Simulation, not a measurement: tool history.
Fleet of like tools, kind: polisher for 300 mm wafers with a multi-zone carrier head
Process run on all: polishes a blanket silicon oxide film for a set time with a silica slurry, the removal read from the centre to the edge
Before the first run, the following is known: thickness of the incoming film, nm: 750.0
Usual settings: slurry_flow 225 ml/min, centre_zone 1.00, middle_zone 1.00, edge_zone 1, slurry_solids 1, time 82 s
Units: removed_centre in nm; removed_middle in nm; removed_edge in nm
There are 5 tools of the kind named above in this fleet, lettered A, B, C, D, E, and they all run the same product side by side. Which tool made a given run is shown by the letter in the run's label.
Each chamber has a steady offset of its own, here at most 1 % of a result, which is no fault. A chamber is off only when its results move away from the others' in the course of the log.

run	hour	slurry_flow	centre_zone	middle_zone	edge_zone	slurry_solids	time	wafers polished on this pad	hours since the slurry nozzle was cleaned	hours since the centre zone pressure was calibrated	hours since the edge zone pressure was calibrated	removed_centre	removed_middle	removed_edge
1C	8.4	225	1.00	1.00	1	1	82	664	331.5	307.9	199.3	201.86	201.92	202.43
# hour 13.5: chamber A: worn pad replaced by a new one
2B	18.4	225	1.00	1.00	1	1	82	174	116.9	101.3	269.5	206.80	200.04	203.43
3A	25.0	225	1.00	1.00	1	1	82	72	225.5	419.3	164.2	199.37	200.91	206.79
4D	32.2	225	1.00	1.00	1	1	82	919	187.8	368.2	880.0	202.77	198.36	201.49
5E	37.7	160	1.00	1.00	1	1	82	846	193.2	345.9	570.1	194.08	193.87	196.04
6B	43.0	160	1.00	1.00	1	1	82	329	141.5	125.9	294.1	188.39	190.48	196.97
7A	49.9	160	1.00	1.00	1	1	82	229	250.4	444.2	189.1	189.36	190.26	196.89
# hour 51.5: chamber D: worn pad replaced by a new one
# hour 54.5: chamber E: slurry nozzle cleaned
8D	59.7	160	1.00	1.00	1	1	82	51	215.3	395.7	907.5	187.72	191.02	195.40
# hour 64.8: chamber D: slurry nozzle cleaned
9C	71.3	160	1.00	1.00	1	1	82	1060	394.4	370.8	262.2	192.10	192.99	194.41
10E	80.7	225	0.94	1.11	1	1	82	1117	26.2	388.9	613.1	187.10	222.63	199.46
# hour 80.8: chamber C: worn pad replaced by a new one
11B	91.6	225	0.94	1.11	1	1	82	635	190.1	174.5	342.7	189.23	222.47	200.29
12D	98.4	225	0.94	1.11	1	1	82	295	33.7	434.4	946.2	188.65	218.69	201.56
13E	105.9	225	0.94	1.11	1	1	82	1275	51.4	414.1	638.3	185.97	218.80	199.02
14C	117.4	225	0.94	1.11	1	1	82	230	440.5	416.9	308.3	191.62	224.27	201.57
15A	125.0	225	1.00	1.00	1	1	82	702	325.5	519.3	264.2	201.36	200.46	202.48
# hour 128.7: chamber A: slurry nozzle cleaned
16C	136.2	225	1.00	1.00	1	1	82	348	459.3	435.7	327.1	204.62	202.13	199.81
17A	146.2	225	1.00	1.11	1	1	60	836	17.5	540.5	285.4	149.34	163.04	146.15
18D	153.1	225	1.00	1.11	1	1	60	639	88.4	489.1	1000.9	147.11	158.88	148.92
19B	163.6	225	1.00	1.11	1	1	60	1088	262.1	246.5	414.7	149.59	159.62	145.85
20E	172.9	225	1.00	1.11	1	1	60	1697	118.4	481.1	705.3	136.48	156.91	144.35
21D	178.5	225	1.00	1.11	1	1	60	799	113.8	514.5	1026.3	145.54	160.77	152.10
# hour 179.6: chamber A: worn pad replaced by a new one
22C	187.9	225	1.09	1.00	1	1	82	674	511.0	487.4	378.8	229.45	202.76	204.34
23B	195.4	225	1.09	1.00	1	1	82	1289	293.9	278.3	446.5	223.57	203.34	202.79
24A	202.9	225	1.09	1.00	1	1	82	146	74.2	597.2	342.1	217.78	205.96	201.57
# hour 207.3: chamber A: edge zone pressure recalibrated
25E	211.6	225	1.09	1.00	1	1	82	1941	157.1	519.8	744.0	204.32	192.55	190.45
# hour 215.5: chamber D: worn pad replaced by a new one
26D	218.4	225	1.09	1.00	1	1	82	18	153.7	554.4	1066.2	220.85	202.61	201.57
27E	227.7	225	1.00	1.00	1	1	82	2042	173.2	535.9	760.1	185.44	188.20	193.44
28B	233.8	225	1.00	1.00	1	1	82	1530	332.3	316.7	484.9	201.21	196.59	200.12
29A	243.8	225	1.00	1.00	1	1	82	404	115.1	638.1	36.5	202.76	206.04	205.58
# hour 244.1: chamber D: centre zone pressure recalibrated
# hour 248.0: chamber D: edge zone pressure recalibrated
30C	248.8	225	1.00	1.00	1	1	82	1057	571.9	548.3	439.7	205.87	202.34	203.69
# hour 255.3: chamber B: worn pad replaced by a new one
31E	260.5	225	1.00	1.00	1	1	82	2249	206.0	568.7	792.9	183.05	186.15	187.47
# hour 266.3: chamber D: slurry nozzle cleaned
32A	266.3	225	1.00	1.00	1	1	82	545	137.6	660.6	59.0	201.17	203.54	200.92
# hour 269.7: chamber C: worn pad replaced by a new one
33B	275.6	225	1.00	1.00	1	1	82	127	374.1	358.5	526.7	201.89	201.82	203.96
# hour 277.3: chamber E: slurry nozzle cleaned
# hour 281.5: chamber C: edge zone pressure recalibrated
34C	283.9	225	1.00	1.00	1	1	82	89	607.0	583.4	2.4	204.20	205.96	202.05
35D	289.5	225	1.00	1.00	1	1	82	465	23.3	45.4	41.5	202.42	202.43	202.99
36D	296.6	225	1.00	1.00	1	1	82	510	30.4	52.5	48.6	200.81	203.67	203.07
37C	307.2	225	1.00	1.00	1	1	82	236	630.3	606.7	25.7	204.58	203.97	204.96
38E	313.2	225	1.00	1.00	1	1	82	2580	36.0	621.4	845.6	180.51	176.14	186.54

Has any chamber moved away from the others, gradually or after a service, or does the common gauge drift, or do the chambers differ only by their own small steady offsets? State the chamber and the most likely cause if one applies.

Little by little, chamber E moves away from the other chambers.
Most likely cause: removal rate lost through wear of the pad, % = 11.6.

Which of the 4 candidates below, each the usual settings with something changed and its results left as question marks, puts chamber E back in line with what the other chambers give on the usual settings?
Allowed miss from the other chambers' usual-settings mean, per result, to count as in line: removed_centre 7.40 nm; removed_middle 7.80 nm; removed_edge 7.60 nm
39E-1	321.5	220	0.98	0.99	1	0.95	67					?	?	?
39E-2	321.5	230	1.02	1.01	1	1.05	99					?	?	?
39E-3	321.5	220	0.99	0.99	1	0.95	75					?	?	?
39E-4	321.5	230	1.01	1.00	1	1.05	90					?	?	?

Mean of the other chambers on the usual settings: removed_centre 202.80 nm; removed_middle 202.62 nm; removed_edge 202.87 nm
run	removed_centre	removed_middle	removed_edge
39E-1	139.90	140.95	143.55
39E-2	227.50	223.22	222.80
39E-3	158.37	157.77	160.69
39E-4	204.58	201.07	202.57
It is 39E-4 that realigns the chamber with its peers.
